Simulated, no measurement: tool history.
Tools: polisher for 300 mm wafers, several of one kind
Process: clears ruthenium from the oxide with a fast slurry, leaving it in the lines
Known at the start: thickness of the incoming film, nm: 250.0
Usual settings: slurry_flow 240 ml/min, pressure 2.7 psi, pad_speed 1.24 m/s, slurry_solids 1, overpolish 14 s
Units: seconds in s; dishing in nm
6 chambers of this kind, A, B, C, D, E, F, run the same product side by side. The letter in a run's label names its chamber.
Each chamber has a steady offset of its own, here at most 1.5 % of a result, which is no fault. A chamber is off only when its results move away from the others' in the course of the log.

| run | hour | slurry_flow | pressure | pad_speed | slurry_solids | overpolish | seconds | dishing |
|---|---|---|---|---|---|---|---|---|
|  | 5.9 | chamber F: worn pad replaced by a new one |
| 1B | 12.2 | 240 | 2.7 | 1.24 | 1 | 14 | 47.38 | 60.267 |
|  | 19.4 | chamber B: worn pad replaced by a new one |
|  | 22.3 | chamber E: worn pad replaced by a new one |
| 2F | 26.5 | 240 | 2.7 | 1.24 | 1 | 14 | 46.962 | 58.525 |
| 3E | 33.3 | 240 | 2.7 | 1.24 | 1 | 14 | 46.86 | 58.976 |
|  | 33.8 | chamber C: worn pad replaced by a new one |
| 4A | 45.8 | 240 | 2.7 | 1.24 | 1 | 14 | 46.416 | 61.16 |
|  | 47.5 | chamber D: worn pad replaced by a new one |
|  | 56.3 | chamber A: slurry nozzle cleaned |
|  | 56.3 | chamber A: slurry blender recalibrated |
| 5D | 57.6 | 240 | 2.7 | 1.24 | 1 | 14 | 46.74 | 61.01 |
|  | 62.8 | chamber A: worn pad replaced by a new one |
| 6C | 68.5 | 240 | 2.4 | 1.24 | 1 | 17 | 53.102 | 60.911 |
| 7A | 77.4 | 240 | 2.4 | 1.24 | 1 | 17 | 52.397 | 60.713 |
| 8C | 85.3 | 240 | 2.4 | 1.24 | 1 | 17 | 53.74 | 61.748 |
|  | 90.5 | chamber F: worn pad replaced by a new one |
| 9B | 99.3 | 240 | 2.4 | 1.24 | 1 | 17 | 54.468 | 63.453 |
|  | 102.7 | chamber B: head pressure recalibrated |
| 10F | 108.6 | 240 | 2.4 | 1.24 | 1 | 17 | 54.647 | 65.047 |
|  | 112.3 | chamber B: worn pad replaced by a new one |
|  | 114.7 | chamber E: worn pad replaced by a new one |
| 11E | 118.5 | 240 | 2.4 | 1.24 | 1 | 17 | 52.769 | 64.434 |
|  | 118.6 | chamber C: worn pad replaced by a new one |
|  | 118.7 | chamber D: worn pad replaced by a new one |
| 12D | 127.6 | 275 | 2.7 | 0.82 | 1 | 14 | 68.594 | 42.129 |
|  | 131.3 | chamber C: slurry blender recalibrated |
| 13B | 140 | 275 | 2.7 | 0.82 | 1 | 14 | 71.388 | 40.641 |
| 14A | 153.8 | 275 | 2.7 | 0.82 | 1 | 14 | 70.162 | 42.269 |
|  | 155.3 | chamber A: worn pad replaced by a new one |
| 15C | 165.3 | 275 | 2.7 | 0.82 | 1 | 14 | 70.224 | 42.383 |
|  | 167.1 | chamber A: slurry blender recalibrated |
|  | 171.7 | chamber F: worn pad replaced by a new one |
| 16D | 174 | 275 | 2.7 | 0.82 | 1 | 14 | 68.961 | 41.357 |
|  | 180.2 | chamber D: slurry blender recalibrated |
|  | 181.3 | chamber A: head pressure recalibrated |
| 17F | 181.4 | 275 | 2.7 | 0.82 | 1 | 14 | 71.031 | 41.454 |
|  | 192.1 | chamber C: worn pad replaced by a new one |
| 18E | 192.2 | 240 | 2.4 | 1.24 | 1 | 14 | 53.202 | 53.386 |
|  | 193.8 | chamber F: slurry nozzle cleaned |
|  | 196.1 | chamber B: worn pad replaced by a new one |
|  | 197.6 | chamber D: worn pad replaced by a new one |
| 19C | 204.6 | 240 | 2.4 | 1.24 | 1 | 14 | 53.187 | 52.256 |
|  | 207.8 | chamber C: head pressure recalibrated |
| 20D | 219 | 240 | 2.4 | 1.24 | 1 | 14 | 52.193 | 51.861 |
|  | 223.5 | chamber E: worn pad replaced by a new one |
|  | 226 | chamber D: slurry nozzle cleaned |
|  | 227.9 | chamber C: slurry nozzle cleaned |
| 21F | 232.2 | 240 | 2.4 | 1.24 | 1 | 14 | 53.841 | 54.43 |
| 22A | 241.5 | 240 | 2.4 | 1.24 | 1 | 14 | 53.03 | 52.204 |
|  | 245.4 | chamber F: worn pad replaced by a new one |
|  | 246.8 | chamber E: slurry blender recalibrated |
|  | 249.8 | chamber A: worn pad replaced by a new one |
| 23E | 250.4 | 240 | 2.4 | 1.24 | 1 | 14 | 53.217 | 55.657 |
| 24B | 263.1 | 240 | 2.7 | 1.24 | 1 | 14 | 50.01 | 55.668 |
|  | 272.2 | chamber A: slurry blender recalibrated |
| 25F | 273.3 | 240 | 2.7 | 1.24 | 1 | 14 | 47.102 | 59.976 |
|  | 276.4 | chamber B: worn pad replaced by a new one |
| 26D | 282.3 | 240 | 2.7 | 1.24 | 1.25 | 14 | 42.097 | 63.618 |
|  | 282.6 | chamber F: slurry blender recalibrated |
|  | 284.8 | chamber C: worn pad replaced by a new one |
|  | 290.6 | chamber D: worn pad replaced by a new one |
| 27E | 295.3 | 240 | 2.7 | 1.24 | 1.25 | 14 | 42.631 | 63.038 |
| 28A | 303 | 240 | 2.7 | 1.24 | 1.25 | 14 | 43.326 | 65.766 |
|  | 312.2 | chamber E: worn pad replaced by a new one |
| 29C | 317 | 240 | 2.7 | 1.24 | 1.25 | 14 | 43.184 | 64.55 |
|  | 324 | chamber A: worn pad replaced by a new one |
| 30B | 330.8 | 240 | 2.7 | 1.24 | 1.25 | 14 | 45.413 | 59.886 |
|  | 339.1 | chamber F: worn pad replaced by a new one |
| 31E | 342.2 | 240 | 2.7 | 1.24 | 1.25 | 14 | 43.034 | 64.52 |
| 32D | 349.5 | 240 | 2.7 | 1.24 | 1 | 14 | 46.195 | 60.061 |
| 33F | 356.8 | 240 | 2.7 | 1.24 | 1 | 14 | 47.243 | 59.102 |
|  | 360.1 | chamber B: worn pad replaced by a new one |
| 34A | 366.3 | 240 | 2.7 | 1.24 | 1 | 14 | 46.918 | 58.222 |
|  | 367.2 | chamber C: slurry blender recalibrated |
|  | 376.6 | chamber C: worn pad replaced by a new one |
| 35B | 376.9 | 240 | 2.7 | 1.24 | 1 | 14 | 51.268 | 56.299 |
| 36C | 385.6 | 240 | 2.7 | 1.24 | 1 | 14 | 46.799 | 57.163 |
|  | 388.1 | chamber A: slurry blender recalibrated |
| 37A | 394.3 | 240 | 2.7 | 1.24 | 1 | 14 | 46.427 | 60.114 |
| 38B | 402.9 | 240 | 2.7 | 1.24 | 1 | 14 | 52.046 | 55.277 |
|  | 412.5 | chamber E: worn pad replaced by a new one |
| 39E | 416.6 | 240 | 2.7 | 1.24 | 1 | 14 | 46.913 | 57.586 |

Is one chamber off against the others, does the gauge drift, or is nothing wrong? If a chamber is off, say which, and what the likeliest cause is.

Chamber B drifts away from the others.
Cause: abrasive missing from the slurry, % = 17.4.

Here are 4 candidates for chamber B's next run, each the usual settings with a change, their results left as question marks. Which one brings its results back in line with what the others give on the usual settings?
In line means no further than this from the other chambers' mean on the usual settings: seconds 1.4 s; dishing 4.3 nm
| 40B-1 | 427 | 240 | 2.6 | 1.22 | 1 | 14 | ? | ? |
| 40B-2 | 427 | 240 | 2.8 | 1.26 | 1 | 14 | ? | ? |
| 40B-3 | 427 | 240 | 2.6 | 1.16 | 1 | 14 | ? | ? |
| 40B-4 | 427 | 240 | 2.8 | 1.32 | 1 | 14 | ? | ? |

The other chambers' mean on the usual settings: seconds 47.005 s; dishing 59.652 nm
| run | seconds | dishing |
|---|---|---|
| 40B-1 | 55.105 | 52.427 |
| 40B-2 | 49.619 | 57.546 |
| 40B-3 | 57.91 | 50.146 |
| 40B-4 | 47.395 | 59.916 |
40B-4 brings the chamber back in line.
